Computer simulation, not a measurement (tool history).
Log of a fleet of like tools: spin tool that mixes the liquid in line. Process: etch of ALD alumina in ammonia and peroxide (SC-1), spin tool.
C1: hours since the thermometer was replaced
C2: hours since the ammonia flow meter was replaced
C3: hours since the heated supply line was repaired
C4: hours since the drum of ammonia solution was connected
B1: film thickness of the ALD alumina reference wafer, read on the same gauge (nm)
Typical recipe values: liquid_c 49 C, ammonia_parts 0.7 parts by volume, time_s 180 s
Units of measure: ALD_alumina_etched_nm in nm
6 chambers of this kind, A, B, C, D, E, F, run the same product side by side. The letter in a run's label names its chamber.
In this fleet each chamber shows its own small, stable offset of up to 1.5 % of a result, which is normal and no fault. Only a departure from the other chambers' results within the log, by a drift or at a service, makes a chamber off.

run 1E hour=5.2 | liquid_c=49 ammonia_parts=0.7 time_s=180 | C1=584.6 C2=78.4 C3=2473.1 C4=387.1 | B1=130.02 | ALD_alumina_etched_nm=7.8929
run 2D hour=9.3 | liquid_c=49 ammonia_parts=0.7 time_s=180 | C1=2090.2 C2=321.5 C3=831.3 C4=847.9 | B1=129.97 | ALD_alumina_etched_nm=7.9383
run 3B hour=17.7 | liquid_c=49 ammonia_parts=0.7 time_s=180 | C1=2875 C2=75.3 C3=1326.2 C4=19.8 | B1=130 | ALD_alumina_etched_nm=7.8754
-- hour=17.8 chamber F: new drum of ammonia solution connected
run 4A hour=23 | liquid_c=49 ammonia_parts=0.7 time_s=180 | C1=2142.3 C2=194.4 C3=1720.2 C4=492.9 | B1=129.97 | ALD_alumina_etched_nm=8.0129
-- hour=27.8 chamber B: thermometer replaced
run 5C hour=29.5 | liquid_c=49 ammonia_parts=0.7 time_s=180 | C1=137 C2=45.3 C3=300.4 C4=151.3 | B1=129.99 | ALD_alumina_etched_nm=7.9897
run 6F hour=34.5 | liquid_c=49 ammonia_parts=0.7 time_s=180 | C1=674.2 C2=318.8 C3=358.3 C4=16.8 | B1=130 | ALD_alumina_etched_nm=8.0717
run 7D hour=42 | liquid_c=49 ammonia_parts=0.7 time_s=180 | C1=2122.9 C2=354.2 C3=864 C4=880.6 | B1=130 | ALD_alumina_etched_nm=7.9594
run 8C hour=49.9 | liquid_c=49 ammonia_parts=0.7 time_s=180 | C1=157.4 C2=65.7 C3=320.8 C4=171.7 | B1=130 | ALD_alumina_etched_nm=7.9372
run 9B hour=54.4 | liquid_c=49 ammonia_parts=0.7 time_s=180 | C1=26.7 C2=112 C3=1362.9 C4=56.5 | B1=129.99 | ALD_alumina_etched_nm=7.8774
run 10E hour=63.2 | liquid_c=49 ammonia_parts=0.7 time_s=180 | C1=642.6 C2=136.4 C3=2531.1 C4=445.1 | B1=130.01 | ALD_alumina_etched_nm=8.0283
run 11F hour=70 | liquid_c=49 ammonia_parts=0.7 time_s=180 | C1=709.7 C2=354.3 C3=393.8 C4=52.3 | B1=130 | ALD_alumina_etched_nm=7.9323
-- hour=70.6 chamber E: new drum of ammonia solution connected
run 12A hour=75.8 | liquid_c=49 ammonia_parts=0.7 time_s=180 | C1=2195.1 C2=247.2 C3=1773 C4=545.7 | B1=130.02 | ALD_alumina_etched_nm=7.969
run 13F hour=82 | liquid_c=49 ammonia_parts=0.7 time_s=180 | C1=721.7 C2=366.3 C3=405.8 C4=64.3 | B1=129.99 | ALD_alumina_etched_nm=8.0335
run 14B hour=87.9 | liquid_c=49 ammonia_parts=0.7 time_s=180 | C1=60.2 C2=145.5 C3=1396.4 C4=90 | B1=130.02 | ALD_alumina_etched_nm=7.8993
run 15A hour=96.2 | liquid_c=49 ammonia_parts=0.7 time_s=180 | C1=2215.5 C2=267.6 C3=1793.4 C4=566.1 | B1=130.02 | ALD_alumina_etched_nm=8.0274
run 16C hour=101.4 | liquid_c=49 ammonia_parts=0.7 time_s=180 | C1=208.9 C2=117.2 C3=372.3 C4=223.2 | B1=130 | ALD_alumina_etched_nm=7.9302
run 17D hour=107.9 | liquid_c=49 ammonia_parts=0.7 time_s=180 | C1=2188.8 C2=420.1 C3=929.9 C4=946.5 | B1=129.97 | ALD_alumina_etched_nm=7.9794
-- hour=112 chamber A: new drum of ammonia solution connected
run 18E hour=114.3 | liquid_c=49 ammonia_parts=0.7 time_s=180 | C1=693.7 C2=187.5 C3=2582.2 C4=43.8 | B1=130 | ALD_alumina_etched_nm=7.8817
run 19A hour=123.9 | liquid_c=49 ammonia_parts=0.7 time_s=180 | C1=2243.2 C2=295.3 C3=1821.1 C4=11.9 | B1=130.04 | ALD_alumina_etched_nm=7.9274
run 20B hour=129.4 | liquid_c=49 ammonia_parts=0.7 time_s=180 | C1=101.7 C2=187 C3=1437.9 C4=131.5 | B1=129.98 | ALD_alumina_etched_nm=7.9981
run 21C hour=138.9 | liquid_c=49 ammonia_parts=0.7 time_s=180 | C1=246.4 C2=154.7 C3=409.8 C4=260.7 | B1=129.98 | ALD_alumina_etched_nm=7.8171
-- hour=143.6 chamber D: thermometer replaced
run 22E hour=144.1 | liquid_c=49 ammonia_parts=0.7 time_s=180 | C1=723.5 C2=217.3 C3=2612 C4=73.6 | B1=130 | ALD_alumina_etched_nm=7.9664
run 23D hour=152.1 | liquid_c=49 ammonia_parts=0.7 time_s=180 | C1=8.5 C2=464.3 C3=974.1 C4=990.7 | B1=129.97 | ALD_alumina_etched_nm=7.901
run 24F hour=157.8 | liquid_c=49 ammonia_parts=0.7 time_s=180 | C1=797.5 C2=442.1 C3=481.6 C4=140.1 | B1=130.02 | ALD_alumina_etched_nm=7.9869
run 25D hour=162.6 | liquid_c=49 ammonia_parts=0.7 time_s=180 | C1=19 C2=474.8 C3=984.6 C4=1001.2 | B1=130.04 | ALD_alumina_etched_nm=7.8677
run 26A hour=168.9 | liquid_c=49 ammonia_parts=0.7 time_s=180 | C1=2288.2 C2=340.3 C3=1866.1 C4=56.9 | B1=130.03 | ALD_alumina_etched_nm=7.9392
-- hour=174.7 chamber D: ammonia flow meter replaced
run 27F hour=177.3 | liquid_c=49 ammonia_parts=0.8 time_s=180 | C1=817 C2=461.6 C3=501.1 C4=159.6 | B1=129.97 | ALD_alumina_etched_nm=8.1094
run 28E hour=184.6 | liquid_c=49 ammonia_parts=0.8 time_s=180 | C1=764 C2=257.8 C3=2652.5 C4=114.1 | B1=130.02 | ALD_alumina_etched_nm=8.0278
run 29C hour=193.7 | liquid_c=49 ammonia_parts=0.8 time_s=180 | C1=301.2 C2=209.5 C3=464.6 C4=315.5 | B1=130.01 | ALD_alumina_etched_nm=8
run 30B hour=198.2 | liquid_c=49 ammonia_parts=0.8 time_s=180 | C1=170.5 C2=255.8 C3=1506.7 C4=200.3 | B1=129.98 | ALD_alumina_etched_nm=7.8997
run 31B hour=207.4 | liquid_c=49 ammonia_parts=0.8 time_s=180 | C1=179.7 C2=265 C3=1515.9 C4=209.5 | B1=130 | ALD_alumina_etched_nm=7.8654
run 32C hour=213.9 | liquid_c=49 ammonia_parts=0.8 time_s=180 | C1=321.4 C2=229.7 C3=484.8 C4=335.7 | B1=130.01 | ALD_alumina_etched_nm=8.0437
run 33A hour=221.4 | liquid_c=49 ammonia_parts=0.7 time_s=180 | C1=2340.7 C2=392.8 C3=1918.6 C4=109.4 | B1=130.01 | ALD_alumina_etched_nm=7.9808
run 34D hour=227.7 | liquid_c=49 ammonia_parts=0.5 time_s=245 | C1=84.1 C2=53 C3=1049.7 C4=1066.3 | B1=129.99 | ALD_alumina_etched_nm=10.373
run 35F hour=233.7 | liquid_c=49 ammonia_parts=0.5 time_s=245 | C1=873.4 C2=518 C3=557.5 C4=216 | B1=130.01 | ALD_alumina_etched_nm=10.588
run 36E hour=239.8 | liquid_c=49 ammonia_parts=0.5 time_s=245 | C1=819.2 C2=313 C3=2707.7 C4=169.3 | B1=130.01 | ALD_alumina_etched_nm=10.431
run 37C hour=246.1 | liquid_c=49 ammonia_parts=0.5 time_s=245 | C1=353.6 C2=261.9 C3=517 C4=367.9 | B1=130.01 | ALD_alumina_etched_nm=10.413
run 38E hour=254.8 | liquid_c=49 ammonia_parts=0.5 time_s=245 | C1=834.2 C2=328 C3=2722.7 C4=184.3 | B1=129.98 | ALD_alumina_etched_nm=10.468
run 39D hour=261.9 | liquid_c=49 ammonia_parts=0.5 time_s=245 | C1=118.3 C2=87.2 C3=1083.9 C4=1100.5 | B1=130 | ALD_alumina_etched_nm=10.431

Each of the 6 chambers runs these same settings next. Fill in every chamber's results:
run 40A hour=268.8 | liquid_c=49 ammonia_parts=0.7 time_s=285 | ALD_alumina_etched_nm=?
run 40B hour=268.8 | liquid_c=49 ammonia_parts=0.7 time_s=285 | ALD_alumina_etched_nm=?
run 40C hour=268.8 | liquid_c=49 ammonia_parts=0.7 time_s=285 | ALD_alumina_etched_nm=?
run 40D hour=268.8 | liquid_c=49 ammonia_parts=0.7 time_s=285 | ALD_alumina_etched_nm=?
run 40E hour=268.8 | liquid_c=49 ammonia_parts=0.7 time_s=285 | ALD_alumina_etched_nm=?
run 40F hour=268.8 | liquid_c=49 ammonia_parts=0.7 time_s=285 | ALD_alumina_etched_nm=?

run=40A ALD_alumina_etched_nm=12.593
run=40B ALD_alumina_etched_nm=11.992
run=40C ALD_alumina_etched_nm=12.47
run=40D ALD_alumina_etched_nm=12.412
run=40E ALD_alumina_etched_nm=12.469
run=40F ALD_alumina_etched_nm=12.727
